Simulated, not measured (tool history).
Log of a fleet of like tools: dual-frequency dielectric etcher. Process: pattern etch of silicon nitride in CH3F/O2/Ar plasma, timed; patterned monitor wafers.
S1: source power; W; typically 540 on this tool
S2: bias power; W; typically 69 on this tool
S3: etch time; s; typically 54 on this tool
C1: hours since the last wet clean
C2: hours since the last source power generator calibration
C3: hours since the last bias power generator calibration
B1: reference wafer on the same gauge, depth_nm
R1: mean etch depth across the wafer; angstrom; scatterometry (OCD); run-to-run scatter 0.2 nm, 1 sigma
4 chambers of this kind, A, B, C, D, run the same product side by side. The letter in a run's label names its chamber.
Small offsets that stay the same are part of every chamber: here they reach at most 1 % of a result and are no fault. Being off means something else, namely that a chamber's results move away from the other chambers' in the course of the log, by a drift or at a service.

run 1A hour=9.3 | S1=540 S2=69 S3=54 | C1=586.5 C2=1189.6 C3=3521.5 | B1=36.96 | R1=419.8
-- hour=10.2 chamber D: wet clean of the chamber
run 2C hour=16.9 | S1=540 S2=69 S3=54 | C1=316.4 C2=45.4 C3=2996.6 | B1=37.042 | R1=420.81
run 3D hour=27.4 | S1=540 S2=69 S3=54 | C1=17.2 C2=31 C3=1294.8 | B1=36.977 | R1=420.13
run 4B hour=40.8 | S1=540 S2=69 S3=54 | C1=422 C2=1260.8 C3=1001.1 | B1=37.057 | R1=417.6
run 5B hour=48.2 | S1=540 S2=69 S3=54 | C1=429.4 C2=1268.2 C3=1008.5 | B1=37.034 | R1=418.91
run 6C hour=56.5 | S1=540 S2=76 S3=46.5 | C1=356 C2=85 C3=3036.2 | B1=36.986 | R1=370.13
run 7A hour=64.9 | S1=540 S2=76 S3=46.5 | C1=642.1 C2=1245.2 C3=3577.1 | B1=37.011 | R1=373.83
-- hour=65 chamber A: wet clean of the chamber
run 8D hour=73.4 | S1=540 S2=76 S3=46.5 | C1=63.2 C2=77 C3=1340.8 | B1=37.045 | R1=374.77
run 9C hour=84.9 | S1=540 S2=76 S3=46.5 | C1=384.4 C2=113.4 C3=3064.6 | B1=36.973 | R1=372.34
run 10D hour=94.1 | S1=540 S2=69 S3=54 | C1=83.9 C2=97.7 C3=1361.5 | B1=37.025 | R1=415.33
run 11A hour=104.6 | S1=540 S2=69 S3=54 | C1=39.6 C2=1284.9 C3=3616.8 | B1=36.994 | R1=421.01
run 12B hour=118.2 | S1=540 S2=69 S3=54 | C1=499.4 C2=1338.2 C3=1078.5 | B1=36.943 | R1=415.71
run 13A hour=130.2 | S1=450 S2=69 S3=54 | C1=65.2 C2=1310.5 C3=3642.4 | B1=37.055 | R1=390.57
run 14D hour=139.8 | S1=450 S2=69 S3=54 | C1=129.6 C2=143.4 C3=1407.2 | B1=36.997 | R1=392.27
run 15B hour=150.5 | S1=450 S2=69 S3=54 | C1=531.7 C2=1370.5 C3=1110.8 | B1=37.025 | R1=387.55
run 16C hour=164.6 | S1=450 S2=69 S3=54 | C1=464.1 C2=193.1 C3=3144.3 | B1=36.984 | R1=390.6
-- hour=170.5 chamber B: wet clean of the chamber
-- hour=172.4 chamber D: bias power generator calibrated
run 17B hour=173.5 | S1=540 S2=69 S3=54 | C1=3 C2=1393.5 C3=1133.8 | B1=36.993 | R1=404.71
run 18C hour=186.1 | S1=540 S2=69 S3=54 | C1=485.6 C2=214.6 C3=3165.8 | B1=37.014 | R1=419.43
run 19D hour=192.5 | S1=540 S2=69 S3=54 | C1=182.3 C2=196.1 C3=20.2 | B1=37.022 | R1=421.63
run 20A hour=199.6 | S1=670 S2=69 S3=43.5 | C1=134.6 C2=1379.9 C3=3711.8 | B1=37.024 | R1=366.47
run 21B hour=212.8 | S1=670 S2=69 S3=43.5 | C1=42.3 C2=1432.8 C3=1173.1 | B1=36.953 | R1=357.11
run 22C hour=220.4 | S1=670 S2=69 S3=43.5 | C1=519.9 C2=248.9 C3=3200.1 | B1=36.98 | R1=364.15
run 23A hour=227.6 | S1=670 S2=69 S3=43.5 | C1=162.6 C2=1407.9 C3=3739.8 | B1=36.969 | R1=368.7
-- hour=229.6 chamber C: wet clean of the chamber
run 24D hour=237.8 | S1=540 S2=69 S3=54 | C1=227.6 C2=241.4 C3=65.5 | B1=36.976 | R1=421.84
-- hour=240.6 chamber A: bias power generator calibrated
run 25C hour=247.6 | S1=540 S2=69 S3=54 | C1=18.1 C2=276.1 C3=3227.3 | B1=36.985 | R1=419.03
run 26A hour=254.3 | S1=540 S2=69 S3=54 | C1=189.3 C2=1434.6 C3=13.7 | B1=37.019 | R1=419.61
run 27B hour=268.6 | S1=540 S2=69 S3=54 | C1=98.1 C2=1488.6 C3=1228.9 | B1=36.96 | R1=406.07
run 28D hour=276.1 | S1=540 S2=69 S3=54 | C1=265.9 C2=279.7 C3=103.8 | B1=37.023 | R1=422.6
run 29D hour=288.3 | S1=540 S2=69 S3=54 | C1=278.1 C2=291.9 C3=116 | B1=37.015 | R1=419.31
run 30C hour=300.6 | S1=540 S2=69 S3=54 | C1=71.1 C2=329.1 C3=3280.3 | B1=37.007 | R1=418.22
run 31A hour=309.7 | S1=540 S2=69 S3=54 | C1=244.7 C2=1490 C3=69.1 | B1=37.061 | R1=418.56
run 32B hour=324 | S1=540 S2=69 S3=54 | C1=153.5 C2=1544 C3=1284.3 | B1=37.025 | R1=408.74
run 33A hour=336 | S1=540 S2=78 S3=67 | C1=271 C2=1516.3 C3=95.4 | B1=37.028 | R1=548.11
run 34B hour=342.8 | S1=540 S2=78 S3=67 | C1=172.3 C2=1562.8 C3=1303.1 | B1=37.031 | R1=523.56
run 35C hour=353.1 | S1=540 S2=78 S3=67 | C1=123.6 C2=381.6 C3=3332.8 | B1=36.954 | R1=542.35
run 36D hour=365.2 | S1=540 S2=78 S3=67 | C1=355 C2=368.8 C3=192.9 | B1=37.018 | R1=539.05
run 37B hour=371.6 | S1=540 S2=53 S3=39.5 | C1=201.1 C2=1591.6 C3=1331.9 | B1=36.96 | R1=271.78
run 38D hour=379.6 | S1=540 S2=53 S3=39.5 | C1=369.4 C2=383.2 C3=207.3 | B1=37.001 | R1=281.59
run 39A hour=392.3 | S1=540 S2=53 S3=39.5 | C1=327.3 C2=1572.6 C3=151.7 | B1=37.022 | R1=283.21
run 40C hour=402.6 | S1=540 S2=53 S3=39.5 | C1=173.1 C2=431.1 C3=3382.3 | B1=36.959 | R1=283.43
run 41D hour=412 | S1=540 S2=69 S3=54 | C1=401.8 C2=415.6 C3=239.7 | B1=37.009 | R1=417.6
run 42C hour=422.2 | S1=540 S2=69 S3=54 | C1=192.7 C2=450.7 C3=3401.9 | B1=36.986 | R1=421.06

The same settings go to every chamber for the next run, one line per chamber below. Forecast the results for each:
run 43A hour=432.5 | S1=430 S2=69 S3=54 | R1=?
run 43B hour=432.5 | S1=430 S2=69 S3=54 | R1=?
run 43C hour=432.5 | S1=430 S2=69 S3=54 | R1=?
run 43D hour=432.5 | S1=430 S2=69 S3=54 | R1=?

run=43A R1=385.95
run=43B R1=370.43
run=43C R1=384.29
run=43D R1=387.23
